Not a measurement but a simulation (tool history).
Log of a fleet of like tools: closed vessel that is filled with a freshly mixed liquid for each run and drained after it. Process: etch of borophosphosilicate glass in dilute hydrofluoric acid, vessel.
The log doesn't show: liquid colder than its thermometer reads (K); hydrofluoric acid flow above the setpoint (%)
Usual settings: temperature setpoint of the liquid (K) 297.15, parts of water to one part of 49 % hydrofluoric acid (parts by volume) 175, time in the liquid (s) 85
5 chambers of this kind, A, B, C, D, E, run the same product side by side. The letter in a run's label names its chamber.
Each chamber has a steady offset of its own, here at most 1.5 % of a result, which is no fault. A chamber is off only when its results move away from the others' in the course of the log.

run   hour  temperature setpoint of the liquid (K)  parts of water to one part of 49 % hydrofluoric acid (parts by volume)  time in the liquid (s)  hours since the thermometer was replaced  hours since the hydrofluoric acid flow meter was replaced  read-back film thickness of the borophosphosilicate glass reference wafer, read on the same gauge (nm)  thickness taken off the borophosphosilicate glass on a monitor wafer (nm)
 1C    4.8                                  297.15                                                                     175                      85                                    1081.3                                                     1562.1                                                                                                  150.00                                                                    14.4630
 2D   15.1                                  297.15                                                                     175                      85                                     495.9                                                       27.6                                                                                                  150.02                                                                    14.1340
 3A   22.0                                  297.15                                                                     175                      85                                    1022.4                                                      215.9                                                                                                  150.01                                                                    14.0750
      31.9  -- chamber B: hydrofluoric acid flow meter replaced
 4B   32.2                                  297.15                                                                     175                      85                                    1200.0                                                        0.3                                                                                                  150.00                                                                    14.0550
 5E   37.4                                  297.15                                                                     175                      85                                     718.3                                                      550.1                                                                                                  150.00                                                                    14.0210
 6B   45.7                                  297.15                                                                     175                      85                                    1213.5                                                       13.8                                                                                                  150.00                                                                    14.3150
 7C   54.8                                  297.15                                                                     175                      85                                    1131.3                                                     1612.1                                                                                                  149.99                                                                    14.3310
 8D   63.9                                  297.15                                                                     175                      85                                     544.7                                                       76.4                                                                                                  150.01                                                                    14.2520
 9A   74.4                                  297.15                                                                     175                      85                                    1074.8                                                      268.3                                                                                                  150.01                                                                    14.2390
10E   84.4                                  297.15                                                                     175                      85                                     765.3                                                      597.1                                                                                                  150.01                                                                    14.1210
11E   93.1                                  297.15                                                                     175                      85                                     774.0                                                      605.8                                                                                                  150.00                                                                    14.1470
12B  102.7                                  297.15                                                                     175                      85                                    1270.5                                                       70.8                                                                                                  150.00                                                                    14.2550
13D  108.0                                  297.15                                                                     175                      85                                     588.8                                                      120.5                                                                                                  150.00                                                                    14.1140
14C  117.1                                  297.15                                                                     175                      85                                    1193.6                                                     1674.4                                                                                                  150.02                                                                    14.2720
15A  122.0                                  297.15                                                                     175                      85                                    1122.4                                                      315.9                                                                                                  150.00                                                                    14.2830
16A  132.3                                  297.15                                                                     175                      85                                    1132.7                                                      326.2                                                                                                  150.01                                                                    14.1890
17C  141.4                                  297.15                                                                     175                      85                                    1217.9                                                     1698.7                                                                                                  149.99                                                                    14.3440
18B  148.7                                  297.15                                                                     175                      85                                    1316.5                                                      116.8                                                                                                  150.00                                                                    14.1040
19D  156.4                                  297.15                                                                     175                      85                                     637.2                                                      168.9                                                                                                  150.01                                                                    14.3880
20E  162.9                                  297.15                                                                     175                      85                                     843.8                                                      675.6                                                                                                  150.01                                                                    14.3860
     163.3  -- chamber E: thermometer replaced
21B  171.6                                  297.15                                                                     175                      85                                    1339.4                                                      139.7                                                                                                  150.01                                                                    14.1210
22E  181.7                                  297.15                                                                     175                      85                                      18.5                                                      694.4                                                                                                  150.02                                                                    14.0770
23C  187.4                                  297.15                                                                     175                      45                                    1263.9                                                     1744.7                                                                                                  150.02                                                                     7.5766
24A  195.6                                  297.15                                                                     175                      45                                    1196.0                                                      389.5                                                                                                  149.99                                                                     7.4507
25D  200.7                                  297.15                                                                     175                      45                                     681.5                                                      213.2                                                                                                  150.00                                                                     7.5435
26D  209.0                                  297.15                                                                     175                      45                                     689.8                                                      221.5                                                                                                  150.02                                                                     7.4190
     218.5  -- chamber C: hydrofluoric acid flow meter replaced
27A  218.7                                  297.15                                                                     175                      45                                    1219.1                                                      412.6                                                                                                  149.99                                                                     7.3442
28B  225.0                                  297.15                                                                     175                      85                                    1392.8                                                      193.1                                                                                                  149.98                                                                    14.2410
29E  235.1                                  297.15                                                                     175                      85                                      71.9                                                      747.8                                                                                                  150.02                                                                    14.1980
30C  241.6                                  297.15                                                                     175                      85                                    1318.1                                                       23.1                                                                                                  150.02                                                                    14.2590
31B  250.7                                  297.15                                                                     175                      85                                    1418.5                                                      218.8                                                                                                  150.00                                                                    14.2130
32C  258.4                                  297.15                                                                     175                      85                                    1334.9                                                       39.9                                                                                                  149.98                                                                    14.4980
33A  266.2                                  297.15                                                                     175                      85                                    1266.6                                                      460.1                                                                                                  150.00                                                                    13.6380
34E  272.3                                  297.15                                                                     175                      85                                     109.1                                                      785.0                                                                                                  149.99                                                                    14.1850
35D  281.5                                  297.15                                                                     175                      85                                     762.3                                                      294.0                                                                                                  149.98                                                                    14.1760
36C  290.5                                  297.15                                                                     175                      85                                    1367.0                                                       72.0                                                                                                  150.00                                                                    14.4050
37D  300.9                                  297.15                                                                     175                      85                                     781.7                                                      313.4                                                                                                  149.98                                                                    14.3070
38B  309.1                                  297.15                                                                     175                      85                                    1476.9                                                      277.2                                                                                                  149.98                                                                    14.0070
39A  315.4                                  297.15                                                                     175                      85                                    1315.8                                                      509.3                                                                                                  150.00                                                                    13.4940
40E  322.2                                  297.15                                                                     175                      85                                     159.0                                                      834.9                                                                                                  150.02                                                                    14.1030
41B  331.3                                  297.15                                                                     175                      85                                    1499.1                                                      299.4                                                                                                  150.00                                                                    14.2650
42D  339.8                                  297.15                                                                     175                      85                                     820.6                                                      352.3                                                                                                  150.00                                                                    14.2320
43C  344.9                                  297.15                                                                     175                      85                                    1421.4                                                      126.4                                                                                                  149.99                                                                    14.3060
44A  353.0                                  297.15                                                                     175                      85                                    1353.4                                                      546.9                                                                                                  149.98                                                                    13.3140

What goes on in this fleet: one chamber off, a drifting gauge, or nothing beyond the chambers' own small offsets? Name the chamber and the cause, if any.

Chamber A drifts away from the others.
Cause: liquid colder than its thermometer reads (K) = 1.54.
The log may not tell that from: hydrofluoric acid flow below the setpoint (%).

Here are 4 candidates for chamber A's next run, each the usual settings with a change, their results left as question marks. Which one brings its results back in line with what the others give on the usual settings?
In line means no further than this from the other chambers' mean on the usual settings: thickness taken off the borophosphosilicate glass on a monitor wafer (nm) 0.3400
45A-1  360.9                                  297.15                                                                     175                      90                                                                                                                                                                                                                                                                                       ?
45A-2  360.9                                  294.15                                                                     175                      85                                                                                                                                                                                                                                                                                       ?
45A-3  360.9                                  295.65                                                                     175                      85                                                                                                                                                                                                                                                                                       ?
45A-4  360.9                                  297.15                                                                     160                      85                                                                                                                                                                                                                                                                                       ?

The other chambers' mean on the usual settings: thickness taken off the borophosphosilicate glass on a monitor wafer (nm) 14.2060
  run  thickness taken off the borophosphosilicate glass on a monitor wafer (nm)
45A-1                                                                    14.2260
45A-2                                                                    11.9640
45A-3                                                                    12.6870
45A-4                                                                    14.9390
45A-1 brings the chamber back in line.

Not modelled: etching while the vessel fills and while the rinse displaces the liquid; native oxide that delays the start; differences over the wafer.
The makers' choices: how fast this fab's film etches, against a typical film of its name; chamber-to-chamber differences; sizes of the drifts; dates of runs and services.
